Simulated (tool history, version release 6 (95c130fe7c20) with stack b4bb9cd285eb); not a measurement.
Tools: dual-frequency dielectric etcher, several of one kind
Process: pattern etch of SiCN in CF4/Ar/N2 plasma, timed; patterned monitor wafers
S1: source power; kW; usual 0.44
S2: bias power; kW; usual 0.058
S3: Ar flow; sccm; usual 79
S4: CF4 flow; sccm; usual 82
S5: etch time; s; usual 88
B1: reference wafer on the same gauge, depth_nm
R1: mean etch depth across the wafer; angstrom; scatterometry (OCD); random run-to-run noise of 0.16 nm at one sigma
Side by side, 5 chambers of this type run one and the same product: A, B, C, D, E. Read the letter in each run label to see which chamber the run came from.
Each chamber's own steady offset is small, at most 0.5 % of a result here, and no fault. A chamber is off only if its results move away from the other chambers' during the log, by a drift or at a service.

run,hour,S1,S2,S3,S4,S5,B1,R1
1E,4.7,0.44,0.058,79,82,88,74.213,732.18
2B,10.3,0.44,0.058,79,82,88,74.183,731.11
3A,15.2,0.44,0.058,79,82,88,74.214,727.08
4C,21.9,0.44,0.058,79,82,88,74.215,729.38
5D,27.2,0.44,0.058,79,82,88,74.214,737.06
6B,34.1,0.44,0.058,79,82,88,74.2,732
7A,44.4,0.44,0.058,79,82,88,74.209,730.4
8D,50,0.44,0.058,79,82,88,74.24,732.53
9C,60.9,0.44,0.058,79,82,88,74.199,730.08
10E,66.9,0.44,0.058,79,82,88,74.188,730.06
11B,73.1,0.44,0.058,79,82,88,74.213,730.79
12D,79.7,0.44,0.058,79,82,88,74.201,732.08
13A,85.2,0.44,0.058,79,82,88,74.165,730.78
14E,90.2,0.44,0.058,79,82,88,74.197,732.25
# hour 96.5: chamber E: wet clean of the chamber
15C,97,0.54,0.058,70,82,88,74.195,897.76
16D,103.1,0.54,0.058,70,82,88,74.225,897.7
17C,108.5,0.54,0.058,70,82,88,74.173,893.09
# hour 110.6: chamber A: wet clean of the chamber
18B,117.3,0.54,0.058,70,82,88,74.206,888.32
19A,126.1,0.54,0.058,70,82,88,74.182,892.11
20E,133.1,0.44,0.058,79,82,88,74.173,717.99
21E,142.1,0.44,0.058,79,82,88,74.221,720.02
22B,151.4,0.44,0.058,79,82,88,74.164,732.19
# hour 152.3: chamber C: wet clean of the chamber
23C,159.7,0.44,0.058,79,82,88,74.144,729.75
24D,167.2,0.44,0.058,79,82,88,74.211,733.28
25A,174.8,0.44,0.058,79,82,88,74.212,730.12
26A,182.1,0.37,0.058,62,82,88,74.223,649
# hour 189.8: chamber B: wet clean of the chamber
27B,190.3,0.37,0.058,62,82,88,74.224,650.71
28C,195.5,0.37,0.058,62,82,88,74.182,644.32
29D,202.7,0.37,0.058,62,82,88,74.203,651.34
30E,213,0.37,0.058,62,82,88,74.184,633.07
31E,218.9,0.44,0.058,79,82,88,74.206,717.2
32C,228.9,0.44,0.058,79,82,88,74.193,730.71
33D,237,0.44,0.058,79,82,88,74.201,737.3
34B,247.2,0.44,0.058,79,82,88,74.198,734.68
35A,253.5,0.44,0.058,79,70,88,74.193,716.47
36C,258.3,0.44,0.058,79,70,88,74.212,717.64

One chamber off, gauge drift, or nothing amiss beyond the chambers' own small offsets? If it is a chamber, which one, and what is the likeliest cause?

The work done on chamber E during a service left it standing apart from the others.
Cause: etch rate under this chamber's usual, % = 1.9.

Chamber E could run next with any of the 4 candidate recipes listed below; each alters the usual settings, and their results appear as question marks. Which one brings its results back in line with what the other chambers deliver on the usual settings?
In line here means within this much of the mean the other chambers give on the usual settings: R1 5.9 angstrom
37E-1,266.2,0.44,0.058,79,82,88.5,,?
37E-2,266.2,0.44,0.058,79,82,86.5,,?
37E-3,266.2,0.44,0.058,79,82,89.5,,?
37E-4,266.2,0.44,0.058,79,82,87.5,,?

The other chambers' mean on the usual settings: R1 732.31 angstrom
run,R1
37E-1,722.88
37E-2,706.54
37E-3,731.04
37E-4,714.71
It is 37E-3 that realigns the chamber with its peers.
